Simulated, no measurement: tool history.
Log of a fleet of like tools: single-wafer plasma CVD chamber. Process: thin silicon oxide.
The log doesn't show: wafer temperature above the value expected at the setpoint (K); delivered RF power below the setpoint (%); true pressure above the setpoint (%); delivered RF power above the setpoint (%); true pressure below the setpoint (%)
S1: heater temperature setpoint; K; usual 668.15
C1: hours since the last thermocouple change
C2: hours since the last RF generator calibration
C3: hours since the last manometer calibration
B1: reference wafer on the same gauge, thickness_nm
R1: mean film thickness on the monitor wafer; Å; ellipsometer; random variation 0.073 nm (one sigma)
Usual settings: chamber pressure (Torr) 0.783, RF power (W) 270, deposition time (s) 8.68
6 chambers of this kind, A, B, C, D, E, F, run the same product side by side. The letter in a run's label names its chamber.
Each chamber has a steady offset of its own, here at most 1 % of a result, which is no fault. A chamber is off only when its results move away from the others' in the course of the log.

Run 1A, hour 4.6: usual settings; C1 433.9; C2 245.7; C3 537.5; B1 16.299. Result: R1 147.23 Å.
Run 2C, hour 9.1: usual settings; C1 159.5; C2 1588.2; C3 17.8; B1 16.281. Result: R1 150.69 Å.
Run 3B, hour 11.3: usual settings; C1 111.2; C2 323.3; C3 869.6; B1 16.305. Result: R1 148.74 Å.
Run 4E, hour 14.6: usual settings; C1 171.2; C2 45.8; C3 107; B1 16.316. Result: R1 149.24 Å.
Run 5D, hour 19.2: usual settings; C1 395.2; C2 1296.3; C3 694.6; B1 16.298. Result: R1 151.39 Å.
Run 6F, hour 23.5: usual settings; C1 629.4; C2 533.5; C3 1016.8; B1 16.304. Result: R1 149.9 Å.
Run 7C, hour 27.8: usual settings; C1 178.2; C2 1606.9; C3 36.5; B1 16.308. Result: R1 149.76 Å.
Run 8A, hour 30.1: usual settings; C1 459.4; C2 271.2; C3 563; B1 16.298. Result: R1 148.22 Å.
Run 9F, hour 32.9: usual settings; C1 638.8; C2 542.9; C3 1026.2; B1 16.292. Result: R1 150.43 Å.
Run 10E, hour 36.1: usual settings; C1 192.7; C2 67.3; C3 128.5; B1 16.298. Result: R1 149.22 Å.
Run 11B, hour 40.7: usual settings; C1 140.6; C2 352.7; C3 899; B1 16.286. Result: R1 149.37 Å.
Run 12D, hour 44.2: usual settings; C1 420.2; C2 1321.3; C3 719.6; B1 16.3. Result: R1 151.46 Å.
Run 13D, hour 48.5: usual settings; C1 424.5; C2 1325.6; C3 723.9; B1 16.305. Result: R1 151.66 Å.
Run 14A, hour 52: usual settings; C1 481.3; C2 293.1; C3 584.9; B1 16.305. Result: R1 147.9 Å.
Run 15F, hour 56.1: usual settings; C1 662; C2 566.1; C3 1049.4; B1 16.309. Result: R1 150.1 Å.
Run 16B, hour 58.1: usual settings; C1 158; C2 370.1; C3 916.4; B1 16.301. Result: R1 150.12 Å.
Run 17E, hour 62: usual settings; C1 218.6; C2 93.2; C3 154.4; B1 16.313. Result: R1 149.04 Å.
Run 18C, hour 65.8: usual settings; C1 216.2; C2 1644.9; C3 74.5; B1 16.302. Result: R1 150.53 Å.
Run 19D, hour 67.9: usual settings; C1 443.9; C2 1345; C3 743.3; B1 16.324. Result: R1 150.45 Å.
Run 20E, hour 71.8: usual settings; C1 228.4; C2 103; C3 164.2; B1 16.291. Result: R1 149.74 Å.
Run 21F, hour 74.9: usual settings but chamber pressure (Torr) 0.945; C1 680.8; C2 584.9; C3 1068.2; B1 16.31. Result: R1 177.63 Å.
Run 22A, hour 79.4: usual settings but chamber pressure (Torr) 0.945; C1 508.7; C2 320.5; C3 612.3; B1 16.309. Result: R1 176.05 Å.
At hour 80.7: chamber F: capacitance manometer re-zeroed and calibrated.
Run 23B, hour 84: usual settings but chamber pressure (Torr) 0.945; C1 183.9; C2 396; C3 942.3; B1 16.298. Result: R1 176.08 Å.
Run 24C, hour 88.4: usual settings but chamber pressure (Torr) 0.945; C1 238.8; C2 1667.5; C3 97.1; B1 16.31. Result: R1 176.19 Å.
Run 25D, hour 92.8: usual settings but chamber pressure (Torr) 0.945; C1 468.8; C2 1369.9; C3 768.2; B1 16.281. Result: R1 179.32 Å.
Run 26E, hour 96.2: usual settings but chamber pressure (Torr) 0.945; C1 252.8; C2 127.4; C3 188.6; B1 16.296. Result: R1 175.57 Å.
Run 27C, hour 98.6: usual settings; C1 249; C2 1677.7; C3 107.3; B1 16.313. Result: R1 149.96 Å.
Run 28F, hour 103.2: usual settings; C1 709.1; C2 613.2; C3 22.6; B1 16.317. Result: R1 141.27 Å.
Run 29B, hour 107.3: usual settings; C1 207.2; C2 419.3; C3 965.6; B1 16.33. Result: R1 149.78 Å.
Run 30A, hour 110.4: usual settings but RF power (W) 290; C1 539.7; C2 351.5; C3 643.3; B1 16.318. Result: R1 153.35 Å.
Run 31A, hour 113.8: usual settings but RF power (W) 290; C1 543.1; C2 354.9; C3 646.7; B1 16.293. Result: R1 151.87 Å.
Run 32B, hour 117.7: usual settings but RF power (W) 290; C1 217.6; C2 429.7; C3 976; B1 16.307. Result: R1 153.73 Å.
Run 33D, hour 120: usual settings but RF power (W) 290; C1 496; C2 1397.1; C3 795.4; B1 16.298. Result: R1 156.88 Å.
Run 34E, hour 123.8: usual settings but RF power (W) 290; C1 280.4; C2 155; C3 216.2; B1 16.289. Result: R1 153.85 Å.
Run 35F, hour 126.3: usual settings but RF power (W) 290; C1 732.2; C2 636.3; C3 45.7; B1 16.287. Result: R1 145.2 Å.
Run 36C, hour 129.9: usual settings; C1 280.3; C2 1709; C3 138.6; B1 16.321. Result: R1 151.03 Å.
Run 37E, hour 132: usual settings; C1 288.6; C2 163.2; C3 224.4; B1 16.292. Result: R1 148.17 Å.
Run 38B, hour 135.8: usual settings; C1 235.7; C2 447.8; C3 994.1; B1 16.302. Result: R1 150.34 Å.
Run 39D, hour 139.3: usual settings; C1 515.3; C2 1416.4; C3 814.7; B1 16.314. Result: R1 151.21 Å.

All 6 chambers run these settings next. Forecast each chamber's results:
Run 40A, hour 142.7: usual settings but chamber pressure (Torr) 0.857. Result: R1 ?.
Run 40B, hour 142.7: usual settings but chamber pressure (Torr) 0.857. Result: R1 ?.
Run 40C, hour 142.7: usual settings but chamber pressure (Torr) 0.857. Result: R1 ?.
Run 40D, hour 142.7: usual settings but chamber pressure (Torr) 0.857. Result: R1 ?.
Run 40E, hour 142.7: usual settings but chamber pressure (Torr) 0.857. Result: R1 ?.
Run 40F, hour 142.7: usual settings but chamber pressure (Torr) 0.857. Result: R1 ?.

run      R1
40A  163.49
40B  163.39
40C   163.4
40D  165.71
40E  163.39
40F  153.38

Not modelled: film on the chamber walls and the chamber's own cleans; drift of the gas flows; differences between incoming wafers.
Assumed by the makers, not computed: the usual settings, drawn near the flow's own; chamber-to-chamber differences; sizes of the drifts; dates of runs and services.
